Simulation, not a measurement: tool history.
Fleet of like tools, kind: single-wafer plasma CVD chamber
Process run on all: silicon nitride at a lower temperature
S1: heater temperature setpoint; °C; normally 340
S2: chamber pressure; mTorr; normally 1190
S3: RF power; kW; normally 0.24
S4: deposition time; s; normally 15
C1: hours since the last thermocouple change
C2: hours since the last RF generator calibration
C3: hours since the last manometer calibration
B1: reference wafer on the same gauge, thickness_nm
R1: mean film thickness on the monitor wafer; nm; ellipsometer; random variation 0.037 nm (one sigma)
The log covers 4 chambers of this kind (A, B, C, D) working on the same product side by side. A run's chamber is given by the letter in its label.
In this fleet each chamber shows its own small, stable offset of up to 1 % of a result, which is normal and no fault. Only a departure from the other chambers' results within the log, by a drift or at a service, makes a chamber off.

Run 1B, hour 6.1: usual settings; C1 167.6; C2 336.1; C3 978.5; B1 11.505. Result: R1 13.95 nm.
Run 2D, hour 11.5: usual settings; C1 731.5; C2 1767.2; C3 433.3; B1 11.502. Result: R1 13.991 nm.
Run 3A, hour 17.6: usual settings; C1 831.7; C2 808.1; C3 712.4; B1 11.501. Result: R1 13.925 nm.
Run 4C, hour 26.6: usual settings; C1 241.6; C2 575.2; C3 2657.3; B1 11.51. Result: R1 14.033 nm.
Run 5D, hour 32.1: usual settings but S3 0.21 kW; C1 752.1; C2 1787.8; C3 453.9; B1 11.504. Result: R1 12.639 nm.
Run 6C, hour 38.6: usual settings but S3 0.21 kW; C1 253.6; C2 587.2; C3 2669.3; B1 11.5. Result: R1 12.768 nm.
Run 7B, hour 46.8: usual settings but S3 0.21 kW; C1 208.3; C2 376.8; C3 1019.2; B1 11.498. Result: R1 12.608 nm.
Run 8A, hour 54: usual settings but S3 0.21 kW; C1 868.1; C2 844.5; C3 748.8; B1 11.492. Result: R1 12.626 nm.
Run 9C, hour 62.1: usual settings but S1 330 °C, S4 16.9 s; C1 277.1; C2 610.7; C3 2692.8; B1 11.496. Result: R1 15.85 nm.
Run 10A, hour 70: usual settings but S1 330 °C, S4 16.9 s; C1 884.1; C2 860.5; C3 764.8; B1 11.507. Result: R1 15.742 nm.
At hour 73: chamber C: capacitance manometer re-zeroed and calibrated.
Run 11B, hour 78.1: usual settings but S1 330 °C, S4 16.9 s; C1 239.6; C2 408.1; C3 1050.5; B1 11.5. Result: R1 15.757 nm.
Run 12D, hour 85.4: usual settings but S1 330 °C, S4 16.9 s; C1 805.4; C2 1841.1; C3 507.2; B1 11.501. Result: R1 15.724 nm.
Run 13D, hour 93.8: usual settings but S3 0.205 kW, S4 16.2 s; C1 813.8; C2 1849.5; C3 515.6; B1 11.498. Result: R1 13.429 nm.
Run 14B, hour 100.6: usual settings but S3 0.205 kW, S4 16.2 s; C1 262.1; C2 430.6; C3 1073; B1 11.501. Result: R1 13.451 nm.
Run 15C, hour 106.1: usual settings but S3 0.205 kW, S4 16.2 s; C1 321.1; C2 654.7; C3 33.2; B1 11.502. Result: R1 13.543 nm.
Run 16A, hour 113.9: usual settings but S3 0.205 kW, S4 16.2 s; C1 928; C2 904.4; C3 808.7; B1 11.501. Result: R1 13.371 nm.
Run 17D, hour 121.3: usual settings; C1 841.3; C2 1877; C3 543.1; B1 11.503. Result: R1 14.024 nm.
Run 18A, hour 128.7: usual settings but S2 1050 mTorr; C1 942.8; C2 919.2; C3 823.5; B1 11.507. Result: R1 13.455 nm.
Run 19B, hour 136.5: usual settings but S2 1050 mTorr; C1 298; C2 466.5; C3 1108.9; B1 11.501. Result: R1 13.391 nm.
Run 20C, hour 145.1: usual settings but S2 1050 mTorr; C1 360.1; C2 693.7; C3 72.2; B1 11.502. Result: R1 13.506 nm.
Run 21C, hour 153.8: usual settings but S2 1050 mTorr; C1 368.8; C2 702.4; C3 80.9; B1 11.494. Result: R1 13.475 nm.
Run 22D, hour 163.1: usual settings; C1 883.1; C2 1918.8; C3 584.9; B1 11.496. Result: R1 13.942 nm.
Run 23B, hour 169.7: usual settings; C1 331.2; C2 499.7; C3 1142.1; B1 11.499. Result: R1 13.99 nm.
Run 24A, hour 176.8: usual settings; C1 990.9; C2 967.3; C3 871.6; B1 11.509. Result: R1 13.972 nm.
Run 25C, hour 182.3: usual settings; C1 397.3; C2 730.9; C3 109.4; B1 11.502. Result: R1 14.107 nm.
Run 26B, hour 188.7: usual settings; C1 350.2; C2 518.7; C3 1161.1; B1 11.503. Result: R1 13.973 nm.
At hour 196.4: chamber B: capacitance manometer re-zeroed and calibrated.
Run 27D, hour 198.1: usual settings; C1 918.1; C2 1953.8; C3 619.9; B1 11.505. Result: R1 13.97 nm.
Run 28A, hour 206.5: usual settings; C1 1020.6; C2 997; C3 901.3; B1 11.503. Result: R1 13.935 nm.
Run 29B, hour 215: usual settings; C1 376.5; C2 545; C3 18.6; B1 11.499. Result: R1 13.985 nm.
Run 30C, hour 222.1: usual settings; C1 437.1; C2 770.7; C3 149.2; B1 11.507. Result: R1 14.095 nm.
Run 31A, hour 231: usual settings; C1 1045.1; C2 1021.5; C3 925.8; B1 11.496. Result: R1 13.964 nm.
Run 32D, hour 238.3: usual settings; C1 958.3; C2 1994; C3 660.1; B1 11.501. Result: R1 13.956 nm.
Run 33C, hour 244: usual settings; C1 459; C2 792.6; C3 171.1; B1 11.498. Result: R1 14.067 nm.
Run 34D, hour 251.9: usual settings; C1 971.9; C2 2007.6; C3 673.7; B1 11.502. Result: R1 13.964 nm.
Run 35B, hour 258.1: usual settings; C1 419.6; C2 588.1; C3 61.7; B1 11.501. Result: R1 13.887 nm.
Run 36A, hour 264.2: usual settings; C1 1078.3; C2 1054.7; C3 959; B1 11.492. Result: R1 13.949 nm.
Run 37C, hour 273.2: usual settings but S4 16.3 s; C1 488.2; C2 821.8; C3 200.3; B1 11.497. Result: R1 15.22 nm.
Run 38B, hour 281.2: usual settings but S4 16.3 s; C1 442.7; C2 611.2; C3 84.8; B1 11.5. Result: R1 15.144 nm.

Read the log: is a single chamber off, either drifting away or since a service, is the gauge that measures every chamber drifting, or is nothing wrong beyond small per-chamber offsets? Name any odd chamber and what most likely caused it.

Neither any chamber nor the gauge drifts; the chambers differ only by their own small, steady offsets.
